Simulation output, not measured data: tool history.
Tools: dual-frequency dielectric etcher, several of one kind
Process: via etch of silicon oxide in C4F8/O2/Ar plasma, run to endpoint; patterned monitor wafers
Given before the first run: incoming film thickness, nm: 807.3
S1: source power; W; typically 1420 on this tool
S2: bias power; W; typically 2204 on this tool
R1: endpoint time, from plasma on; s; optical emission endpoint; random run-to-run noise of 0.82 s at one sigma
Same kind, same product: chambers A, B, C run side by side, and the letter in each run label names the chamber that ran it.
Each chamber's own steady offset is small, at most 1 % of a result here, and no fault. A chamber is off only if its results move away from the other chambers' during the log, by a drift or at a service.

| run | hour | S1 | S2 | R1 |
|---|---|---|---|---|
| 1C | 8.9 | 1420 | 2204 | 178.00 |
| 2A | 20.3 | 1420 | 2204 | 174.95 |
| 3B | 26.9 | 1420 | 2204 | 176.88 |
| 4B | 38.1 | 1420 | 2204 | 177.58 |
| 5C | 44.8 | 1420 | 2646 | 168.39 |
| 6A | 51.2 | 1420 | 2646 | 165.50 |
| 7A | 64.5 | 1420 | 2646 | 165.93 |
|  | 69.7 | chamber B: bias power generator calibrated |
| 8C | 71.9 | 1420 | 2204 | 177.84 |
| 9B | 84.0 | 1420 | 2204 | 176.43 |
| 10A | 93.5 | 1420 | 2204 | 176.45 |
| 11C | 99.7 | 1420 | 2204 | 178.29 |
| 12B | 105.6 | 1420 | 2204 | 176.58 |
| 13C | 117.6 | 1420 | 2204 | 177.88 |
|  | 119.2 | chamber A: wet clean of the chamber |
|  | 123.2 | chamber B: source power generator calibrated |
| 14A | 127.0 | 1270 | 2204 | 183.52 |
| 15B | 134.8 | 1270 | 2204 | 184.18 |
| 16A | 145.3 | 1270 | 2204 | 183.65 |
| 17C | 151.8 | 1420 | 2204 | 177.11 |
| 18B | 165.6 | 1420 | 2204 | 176.38 |
| 19B | 176.1 | 1420 | 2204 | 177.34 |
| 20A | 186.9 | 1420 | 2204 | 174.34 |
|  | 194.3 | chamber C: wet clean of the chamber |
| 21C | 200.7 | 1420 | 2204 | 177.33 |
| 22C | 209.6 | 1420 | 2471 | 170.16 |
| 23B | 215.9 | 1420 | 2471 | 171.41 |

One chamber off, gauge drift, or nothing amiss beyond the chambers' own small offsets? If it is a chamber, which one, and what is the likeliest cause?

Beyond each chamber's small constant offset nothing stands out, and the gauge stays steady.

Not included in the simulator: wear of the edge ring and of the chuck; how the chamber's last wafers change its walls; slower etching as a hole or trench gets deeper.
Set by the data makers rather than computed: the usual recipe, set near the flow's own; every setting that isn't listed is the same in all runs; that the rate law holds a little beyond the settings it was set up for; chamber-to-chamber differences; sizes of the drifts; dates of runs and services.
